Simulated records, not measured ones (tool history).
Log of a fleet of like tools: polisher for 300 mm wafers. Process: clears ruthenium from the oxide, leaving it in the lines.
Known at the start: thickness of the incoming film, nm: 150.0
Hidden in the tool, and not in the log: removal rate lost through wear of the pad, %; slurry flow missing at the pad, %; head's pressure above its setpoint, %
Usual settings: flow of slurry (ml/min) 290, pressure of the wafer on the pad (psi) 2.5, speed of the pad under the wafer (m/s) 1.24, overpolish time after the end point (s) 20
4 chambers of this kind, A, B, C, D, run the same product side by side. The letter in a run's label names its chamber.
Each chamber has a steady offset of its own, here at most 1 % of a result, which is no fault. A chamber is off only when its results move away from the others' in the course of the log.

run   hour  flow of slurry (ml/min)  pressure of the wafer on the pad (psi)  speed of the pad under the wafer (m/s)  overpolish time after the end point (s)  wafers polished on this pad  hours since the slurry nozzle was cleaned  hours since the head pressure was calibrated  time until the end point was called (s)
 1B    4.1                      290                                     2.5                                    1.24                                       20                          443                                      267.3                                          78.1                                   72.566
       8.1  -- chamber C: slurry nozzle cleaned
 2A    9.2                      290                                     2.5                                    1.24                                       20                          194                                      118.4                                         989.6                                   70.855
      11.4  -- chamber C: head pressure recalibrated
      14.2  -- chamber D: worn pad replaced by a new one
 3C   14.5                      290                                     2.5                                    1.24                                       20                          818                                        6.5                                           3.1                                    72.27
 4D   18.2                      290                                     2.5                                    1.24                                       20                           25                                      458.7                                         833.3                                   70.743
 5D   21.4                      290                                     2.5                                    1.24                                       20                           46                                      461.9                                         836.5                                   72.317
 6C   27.6                      290                                     2.5                                    1.24                                       20                          901                                       19.6                                          16.2                                   72.893
 7B   30.9                      290                                     2.5                                    1.24                                       29                          614                                      294.1                                         104.9                                   72.297
 8A   36.6                      290                                     2.5                                    1.24                                       29                          368                                      145.8                                          1017                                   70.971
 9B   40.4                      290                                     2.5                                    1.24                                       29                          674                                      303.6                                         114.4                                   72.517
10C   45.1                      290                                     2.5                                    1.24                                       29                         1013                                       37.1                                          33.7                                   72.697
11A   50.1                      290                                     2.5                                    1.24                                       20                          454                                      159.3                                        1030.5                                   72.423
12D   54.1                      290                                     2.5                                    1.24                                       20                          254                                      494.6                                         869.2                                   72.288
13C   58.2                      290                                     2.5                                    1.24                                       20                         1096                                       50.2                                          46.8                                   72.031
14D   62.8                      290                                     2.5                                    1.24                                       20                          309                                      503.3                                         877.9                                    72.36
      63.2  -- chamber C: worn pad replaced by a new one
15B   68.8                      290                                     2.5                                    1.24                                       20                          855                                        332                                         142.8                                   72.461
16A   72.2                      290                                     2.5                                    1.24                                       20                          595                                      181.4                                        1052.6                                   72.137
      73.1  -- chamber B: worn pad replaced by a new one
17B   77.6                      290                                     3.3                                    0.86                                       20                           28                                      340.8                                         151.6                                   78.941
18C   81.2                      290                                     3.3                                    0.86                                       20                          115                                       73.2                                          69.8                                   79.964
19A   86.8                      290                                     3.3                                    0.86                                       20                          688                                        196                                        1067.2                                   80.314
20D   90.4                      290                                     3.3                                    0.86                                       20                          485                                      530.9                                         905.5                                   77.189
21C   94.9                      290                                     2.5                                    1.24                                       20                          202                                       86.9                                          83.5                                   72.988
22D  100.8                      290                                     2.5                                    1.24                                       20                          551                                      541.3                                         915.9                                   72.106
23A  103.7                      290                                     2.5                                    1.24                                       20                          796                                      212.9                                        1084.1                                   73.529
24B  109.5                      290                                     2.5                                    1.24                                       20                          232                                      372.7                                         183.5                                   72.295
25B    115                      345                                     2.5                                    1.24                                       20                          267                                      378.2                                           189                                   69.226
26D  120.2                      345                                     2.5                                    1.24                                       20                          675                                      560.7                                         935.3                                   71.832
27C  123.2                      345                                     2.5                                    1.24                                       20                          382                                      115.2                                         111.8                                   71.288
28A  129.1                      345                                     2.5                                    1.24                                       20                          958                                      238.3                                        1109.5                                   74.488
29D  134.3                      290                                     2.5                                    1.24                                       20                          765                                      574.8                                         949.4                                   71.286
     140.6  -- chamber D: head pressure recalibrated
30A  140.7                      290                                     2.5                                    1.24                                       20                         1031                                      249.9                                        1121.1                                    74.93
31C  146.5                      290                                     2.5                                    1.24                                       20                          531                                      138.5                                         135.1                                   71.857
32B  151.5                      290                                     2.5                                    1.24                                       20                          499                                      414.7                                         225.5                                    72.08
33D  154.3                      290                                     2.5                                    1.24                                       20                          892                                      594.8                                          13.8                                    72.22
34C    159                      370                                     2.5                                    1.24                                       29                          610                                        151                                         147.6                                   70.453
35A  161.9                      370                                     2.5                                    1.24                                       29                         1166                                      271.1                                        1142.3                                   74.846
36B  168.2                      370                                     2.5                                    1.24                                       29                          606                                      431.4                                         242.2                                   68.894
37A  174.3                      370                                     2.5                                    1.24                                       29                         1245                                      283.5                                        1154.7                                   76.762

Is one chamber off against the others, does the gauge drift, or is nothing wrong? If a chamber is off, say which, and what the likeliest cause is.

Chamber A drifts away from the others.
Cause: removal rate lost through wear of the pad, % = 8.33.
The log may not tell that from: head's pressure below its setpoint, %.

Here are 4 candidates for chamber A's next run, each the usual settings with a change, their results left as question marks. Which one brings its results back in line with what the others give on the usual settings?
In line means no further than this from the other chambers' mean on the usual settings: time until the end point was called (s) 2.9
38A-1  178.9                      290                                     2.7                                    1.32                                       20                                                                                                                                                              ?
38A-2  178.9                      290                                     2.4                                     1.2                                       20                                                                                                                                                              ?
38A-3  178.9                      290                                     2.3                                    1.16                                       20                                                                                                                                                              ?
38A-4  178.9                      290                                     2.7                                    1.24                                       20                                                                                                                                                              ?

The other chambers' mean on the usual settings: time until the end point was called (s) 72.132
  run  time until the end point was called (s)
38A-1                                   67.513
38A-2                                   83.294
38A-3                                   89.808
38A-4                                   71.803
38A-4 brings the chamber back in line.
